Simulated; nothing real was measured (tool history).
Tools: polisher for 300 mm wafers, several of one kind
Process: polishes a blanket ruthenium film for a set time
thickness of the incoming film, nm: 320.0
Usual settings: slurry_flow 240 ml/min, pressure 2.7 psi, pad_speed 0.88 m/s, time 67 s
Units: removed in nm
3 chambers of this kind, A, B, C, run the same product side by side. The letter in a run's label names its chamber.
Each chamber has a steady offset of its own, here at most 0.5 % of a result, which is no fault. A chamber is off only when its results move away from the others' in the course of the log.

run   hour  slurry_flow  pressure  pad_speed  time  wafers polished on this pad  hours since the slurry nozzle was cleaned  hours since the head pressure was calibrated  removed
 1B    9.6          240       2.7       0.88    67                          612                                      299.6                                         203.8   71.545
 2A   17.1          240       2.7       0.88    67                          621                                      588.5                                        1066.5   72.308
      23.5  -- chamber C: worn pad replaced by a new one
 3C   26.9          240       2.7       0.88    67                           33                                      181.1                                           325    72.79
 4C   33.4          240       2.7       0.88    67                           97                                      187.6                                         331.5   72.268
      39.2  -- chamber A: slurry nozzle cleaned
 5A     45          240       2.7       0.88    67                          893                                        5.9                                        1094.4   73.748
 6B     54          240       2.7       0.88    67                         1046                                        344                                         248.2   73.699
 7A   64.4          240       2.7       0.88    67                         1083                                       25.3                                        1113.8   72.386
 8C   72.8          240       2.7       0.88    67                          482                                        227                                         370.9   71.935
      80.3  -- chamber A: worn pad replaced by a new one
 9B   82.2          240       2.7       0.88    67                         1322                                      372.2                                         276.4   71.959
10B   89.2          285       2.7       0.88    52                         1390                                      379.2                                         283.4   55.935
      91.3  -- chamber C: worn pad replaced by a new one
      94.5  -- chamber B: worn pad replaced by a new one
11C   96.7          285       2.7       0.88    52                           53                                      250.9                                         394.8   57.755
12A  105.7          285       2.7       0.88    52                          248                                       66.6                                        1155.1   57.045
13B  115.3          240       2.7       0.88    67                          203                                      405.3                                         309.5    72.26
14C  126.4          240       2.7       0.88    67                          343                                      280.6                                         424.5    72.46
15A  135.7          240       2.7       0.88    67                          541                                       96.6                                        1185.1   71.762
16C  146.2          240       2.7       0.88    67                          537                                      300.4                                         444.3   72.852
17B  153.3          240       2.7       0.88    67                          574                                      443.3                                         347.5   70.397
18A  163.4          240       3.1       0.88    67                          811                                      124.3                                        1212.8   84.817
19A  173.9          240       3.1       0.88    67                          914                                      134.8                                        1223.3    83.07
     175.7  -- chamber C: worn pad replaced by a new one
20C  184.6          240       3.1       0.88    67                           87                                      338.8                                         482.7   83.084
21B  192.7          240       2.7       0.88    67                          959                                      482.7                                         386.9   72.434
22A    200          240       2.7       0.88    67                         1169                                      160.9                                        1249.4   73.331
23C  209.1          290       2.7       0.88    67                          326                                      363.3                                         507.2   72.029
       212  -- chamber B: worn pad replaced by a new one
       217  -- chamber A: worn pad replaced by a new one
24B  217.9          290       2.7       0.88    67                           57                                      507.9                                         412.1   73.891
     221.4  -- chamber C: head pressure recalibrated
25A  225.2          290       2.7       0.88    67                           80                                      186.1                                        1274.6   73.533
26C  235.8          240       2.7       0.88    67                          587                                        390                                          14.4   73.984
27B  244.4          240       2.7       0.88    67                          316                                      534.4                                         438.6   72.782
28C  250.9          240       2.7       0.62    82                          735                                      405.1                                          29.5   63.911
29B  262.3          240       2.7       0.62    82                          491                                      552.3                                         456.5   63.556

Is one chamber off against the others, does the gauge drift, or is nothing wrong? If a chamber is off, say which, and what the likeliest cause is.

No chamber stands off beyond its own small offset, and the gauge holds steady.
